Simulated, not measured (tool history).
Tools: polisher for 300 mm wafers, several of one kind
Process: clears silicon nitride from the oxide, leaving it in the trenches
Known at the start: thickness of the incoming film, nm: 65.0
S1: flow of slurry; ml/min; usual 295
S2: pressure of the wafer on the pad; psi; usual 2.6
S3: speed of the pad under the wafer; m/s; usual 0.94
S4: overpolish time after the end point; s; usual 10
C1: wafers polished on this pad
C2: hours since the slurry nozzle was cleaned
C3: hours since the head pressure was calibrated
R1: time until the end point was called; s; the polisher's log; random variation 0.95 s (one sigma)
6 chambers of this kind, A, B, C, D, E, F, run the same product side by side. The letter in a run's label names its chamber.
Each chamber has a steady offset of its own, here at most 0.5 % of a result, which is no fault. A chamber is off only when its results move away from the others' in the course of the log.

At hour 4.5: chamber D: worn pad replaced by a new one.
At hour 5.4: chamber B: worn pad replaced by a new one.
Run 1C, hour 9.4: usual settings; C1 1064; C2 131.1; C3 1215.7. Result: R1 85.880 s.
At hour 11.7: chamber C: head pressure recalibrated.
Run 2B, hour 19.3: usual settings; C1 94; C2 461.7; C3 707.9. Result: R1 85.528 s.
Run 3A, hour 25.5: usual settings; C1 755; C2 393.5; C3 1238.0. Result: R1 86.159 s.
Run 4F, hour 35.3: usual settings; C1 418; C2 377.9; C3 897.9. Result: R1 86.084 s.
At hour 44.4: chamber C: worn pad replaced by a new one.
Run 5E, hour 45.5: usual settings; C1 486; C2 538.6; C3 334.7. Result: R1 87.099 s.
Run 6D, hour 53.2: usual settings; C1 328; C2 152.9; C3 593.7. Result: R1 87.988 s.
Run 7C, hour 57.8: usual settings; C1 90; C2 179.5; C3 46.2. Result: R1 89.173 s.
At hour 59.3: chamber B: slurry nozzle cleaned.
At hour 65.8: chamber A: head pressure recalibrated.
Run 8E, hour 68.2: usual settings; C1 639; C2 561.3; C3 357.4. Result: R1 86.646 s.
At hour 74.4: chamber A: worn pad replaced by a new one.
Run 9D, hour 78.2: usual settings but S1 260 ml/min, S4 15 s; C1 497; C2 177.9; C3 618.7. Result: R1 87.245 s.
Run 10A, hour 84.2: usual settings but S1 260 ml/min, S4 15 s; C1 66; C2 452.2; C3 18.5. Result: R1 88.252 s.
Run 11F, hour 90.3: usual settings but S1 260 ml/min, S4 15 s; C1 789; C2 432.9; C3 952.9. Result: R1 88.359 s.
Run 12B, hour 100.5: usual settings but S1 260 ml/min, S4 15 s; C1 641; C2 41.3; C3 789.1. Result: R1 89.064 s.
Run 13F, hour 105.1: usual settings but S1 260 ml/min, S4 15 s; C1 889; C2 447.7; C3 967.7. Result: R1 90.460 s.
At hour 106.5: chamber D: worn pad replaced by a new one.
Run 14A, hour 113.2: usual settings but S1 260 ml/min, S4 15 s; C1 261; C2 481.2; C3 47.5. Result: R1 87.213 s.
At hour 121.2: chamber E: slurry nozzle cleaned.
At hour 121.5: chamber E: worn pad replaced by a new one.
Run 15B, hour 121.6: usual settings; C1 783; C2 62.4; C3 810.2. Result: R1 86.952 s.
Run 16C, hour 128.4: usual settings; C1 566; C2 250.1; C3 116.8. Result: R1 86.581 s.
Run 17D, hour 133.8: usual settings; C1 184; C2 233.5; C3 674.3. Result: R1 87.136 s.
Run 18E, hour 138.5: usual settings; C1 114; C2 17.4; C3 427.7. Result: R1 85.856 s.
Run 19D, hour 145.4: usual settings; C1 262; C2 245.1; C3 685.9. Result: R1 86.110 s.
At hour 152.3: chamber B: worn pad replaced by a new one.
Run 20C, hour 153.3: usual settings; C1 734; C2 275.0; C3 141.7. Result: R1 87.053 s.
Run 21E, hour 160.0: usual settings; C1 259; C2 38.9; C3 449.2. Result: R1 86.158 s.
Run 22B, hour 165.1: usual settings; C1 86; C2 105.9; C3 853.7. Result: R1 86.740 s.
Run 23F, hour 171.7: usual settings; C1 1337; C2 514.3; C3 1034.3. Result: R1 90.513 s.
At hour 175.2: chamber D: head pressure recalibrated.
Run 24A, hour 179.8: usual settings; C1 710; C2 547.8; C3 114.1. Result: R1 87.101 s.
Run 25D, hour 185.0: usual settings; C1 529; C2 284.7; C3 9.9. Result: R1 86.853 s.
Run 26A, hour 190.0: usual settings; C1 779; C2 558.0; C3 124.3. Result: R1 87.896 s.
Run 27E, hour 200.1: usual settings but S1 230 ml/min, S3 1.06 m/s; C1 529; C2 79.0; C3 489.3. Result: R1 79.401 s.
Run 28C, hour 210.5: usual settings but S1 230 ml/min, S3 1.06 m/s; C1 1119; C2 332.2; C3 198.9. Result: R1 79.802 s.
Run 29B, hour 217.3: usual settings but S1 230 ml/min, S3 1.06 m/s; C1 438; C2 158.1; C3 905.9. Result: R1 78.251 s.
At hour 217.9: chamber D: worn pad replaced by a new one.
At hour 222.1: chamber F: slurry nozzle cleaned.
Run 30F, hour 226.7: usual settings but S1 230 ml/min, S3 1.06 m/s; C1 1708; C2 4.6; C3 1089.3. Result: R1 85.778 s.
Run 31A, hour 235.2: usual settings but S1 230 ml/min, S3 1.06 m/s; C1 1083; C2 603.2; C3 169.5. Result: R1 78.589 s.
At hour 236.7: chamber A: worn pad replaced by a new one.
Run 32C, hour 241.2: usual settings but S1 230 ml/min, S3 1.06 m/s; C1 1326; C2 362.9; C3 229.6. Result: R1 78.780 s.
Run 33F, hour 246.0: usual settings; C1 1838; C2 23.9; C3 1108.6. Result: R1 96.332 s.
Run 34D, hour 252.1: usual settings; C1 230; C2 351.8; C3 77.0. Result: R1 88.638 s.
Run 35B, hour 260.4: usual settings but S1 370 ml/min, S3 0.74 m/s; C1 728; C2 201.2; C3 949.0. Result: R1 108.150 s.
At hour 264.9: chamber C: worn pad replaced by a new one.
Run 36E, hour 270.2: usual settings but S1 370 ml/min, S3 0.74 m/s; C1 1002; C2 149.1; C3 559.4. Result: R1 107.290 s.
Run 37C, hour 278.0: usual settings but S1 370 ml/min, S3 0.74 m/s; C1 88; C2 399.7; C3 266.4. Result: R1 107.770 s.
Run 38A, hour 283.4: usual settings but S1 370 ml/min, S3 0.74 m/s; C1 315; C2 651.4; C3 217.7. Result: R1 109.400 s.

Is one chamber off against the others, does the gauge drift, or is nothing wrong? If a chamber is off, say which, and what the likeliest cause is.

Chamber F drifts away from the others.
Cause: removal rate lost through wear of the pad, % = 10.5.
The log may not tell that from: head's pressure below its setpoint, %.

Here are 4 candidates for chamber F's next run, each the usual settings with a change, their results left as question marks. Which one brings its results back in line with what the others give on the usual settings?
In line means no further than this from the other chambers' mean on the usual settings: R1 3.300 s
Run 39F-1, hour 291.0: usual settings but S2 2.5 psi, S3 0.88 m/s. Result: R1 ?.
Run 39F-2, hour 291.0: usual settings but S2 2.4 psi, S3 0.86 m/s. Result: R1 ?.
Run 39F-3, hour 291.0: usual settings but S1 300 ml/min, S2 2.9 psi. Result: R1 ?.
Run 39F-4, hour 291.0: usual settings but S3 1.12 m/s. Result: R1 ?.

The other chambers' mean on the usual settings: R1 87.088 s
  run       R1
39F-1  107.520
39F-2  114.540
39F-3   86.791
39F-4   81.505
39F-3 brings the chamber back in line.

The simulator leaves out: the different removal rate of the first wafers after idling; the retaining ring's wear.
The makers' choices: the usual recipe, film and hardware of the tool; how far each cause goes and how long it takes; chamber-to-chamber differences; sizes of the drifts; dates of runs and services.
